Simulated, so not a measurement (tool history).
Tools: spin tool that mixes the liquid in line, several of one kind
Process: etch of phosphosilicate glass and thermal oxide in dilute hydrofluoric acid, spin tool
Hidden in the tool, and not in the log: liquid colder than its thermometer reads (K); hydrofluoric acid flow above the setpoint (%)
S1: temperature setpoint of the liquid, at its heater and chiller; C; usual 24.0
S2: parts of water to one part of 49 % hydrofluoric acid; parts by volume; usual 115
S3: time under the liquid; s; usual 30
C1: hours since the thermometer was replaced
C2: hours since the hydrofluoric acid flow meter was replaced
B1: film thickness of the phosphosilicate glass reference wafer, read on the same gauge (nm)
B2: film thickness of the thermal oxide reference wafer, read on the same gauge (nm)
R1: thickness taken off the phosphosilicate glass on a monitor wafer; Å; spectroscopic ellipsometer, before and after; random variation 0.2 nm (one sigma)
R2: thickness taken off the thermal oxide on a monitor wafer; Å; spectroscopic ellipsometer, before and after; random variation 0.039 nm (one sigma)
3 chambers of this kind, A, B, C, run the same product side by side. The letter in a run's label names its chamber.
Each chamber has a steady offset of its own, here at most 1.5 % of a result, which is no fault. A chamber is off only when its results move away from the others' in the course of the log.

run   hour    S1   S2  S3      C1      C2       B1      B2      R1       R2
 1C    6.3  24.0  115  30  1695.2   893.7  100.020  140.01  470.81  12.3820
 2B   18.2  24.0  115  30   575.7   375.3   99.993  140.00  462.48  11.9410
 3A   29.9  24.0  115  30   145.7   328.5  100.000  140.01  463.06  11.8290
 4C   38.7  24.0  115  30  1727.6   926.1   99.978  140.01  471.39  12.0250
 5B   47.7  24.0  115  30   605.2   404.8  100.000  139.99  465.58  12.1260
 6A   60.4  24.0  115  30   176.2   359.0  100.040  140.00  459.91  12.2890
 7B   72.9  24.0  145  30   630.4   430.0   99.985  140.01  354.09   9.1069
 8C   80.8  24.0  145  30  1769.7   968.2  100.000  140.00  363.17   8.9781
 9A   92.6  24.0  145  30   208.4   391.2  100.020  140.00  357.40   9.1883
10B  103.5  24.0  115  30   661.0   460.6  100.020  139.97  463.80  11.3290
11A  111.2  22.0  115  45   227.0   409.8   99.988  139.97  640.82  16.3850
12C  118.3  22.0  115  45  1807.2  1005.7  100.020  140.00  649.76  15.8020
13C  131.1  22.0  115  45  1820.0  1018.5   99.983  139.98  654.18  16.3930
14B  138.4  24.0  115  30   695.9   495.5  100.000  140.01  471.10  11.7160
15A  150.1  24.0  115  30   265.9   448.7  100.020  140.02  463.59  11.7530
16A  159.8  24.0  115  30   275.6   458.4   99.977  139.99  463.69  11.7490
17C  170.6  24.0  115  30  1859.5  1058.0  100.010  139.98  475.60  10.8640
18B  180.1  24.0  115  30   737.6   537.2  100.000  140.01  464.10  12.0430
19C  189.2  21.5  115  30  1878.1  1076.6  100.020  139.99  423.40  10.9000
20B  200.6  21.5  115  30   758.1   557.7  100.030  140.01  419.74  10.6700
21A  209.8  21.5  115  30   325.6   508.4  100.020  140.00  418.64  10.6890
22B  220.0  24.0  115  30   777.5   577.1   99.982  140.01  464.50  11.3280
23C  231.0  24.0  115  30  1919.9  1118.4   99.970  140.02  471.81  11.6290
24A  238.2  24.0  115  30   354.0   536.8  100.020  139.98  462.38  12.0090
25C  246.0  24.0  115  30  1934.9  1133.4  100.010  139.97  472.65  10.9770
26B  254.5  24.0  115  15   812.0   611.6  100.020  140.00  233.95   5.8178
27A  263.3  24.0  115  15   379.1   561.9   99.988  140.00  231.08   6.2304
28C  273.5  24.0  115  15  1962.4  1160.9   99.975  139.99  235.78   5.8085
29A  280.0  24.0  115  30   395.8   578.6  100.010  140.02  462.39  12.2690
30B  290.3  24.0  115  30   847.8   647.4   99.976  139.96  463.03  12.2940
31B  302.8  24.0  115  30   860.3   659.9  100.010  140.01  463.77  11.9680
32C  312.5  24.0  115  30  2001.4  1199.9   99.992  139.96  472.61  11.8830
33A  324.4  24.0  115  30   440.2   623.0  100.010  140.00  466.94  11.1550
34B  336.5  24.0  115  30   894.0   693.6  100.010  140.02  463.06  11.6700
35C  349.4  24.0  115  30  2038.3  1236.8  100.000  139.99  474.80  12.6910
36A  362.2  26.5   65  30   478.0   660.8  100.010  140.00  958.61  24.6810
37C  371.6  26.5   65  30  2060.5  1259.0  100.000  140.03  979.11  23.2920
38B  379.8  26.5   65  30   937.3   736.9  100.010  139.99  975.00  23.9750
39A  389.6  24.0  115  30   505.4   688.2  100.000  140.03  459.73  12.0500
40B  395.4  24.0  115  30   952.9   752.5   99.973  139.99  466.21  12.0280

Next, every chamber runs the same settings. What will each give?
41A  404.7  27.0  115  30                   ?   ?
41B  404.7  27.0  115  30                   ?   ?
41C  404.7  27.0  115  30                   ?   ?

run      R1       R2
41A  519.08  13.2830
41B  524.59  13.4000
41C  530.29  13.2630
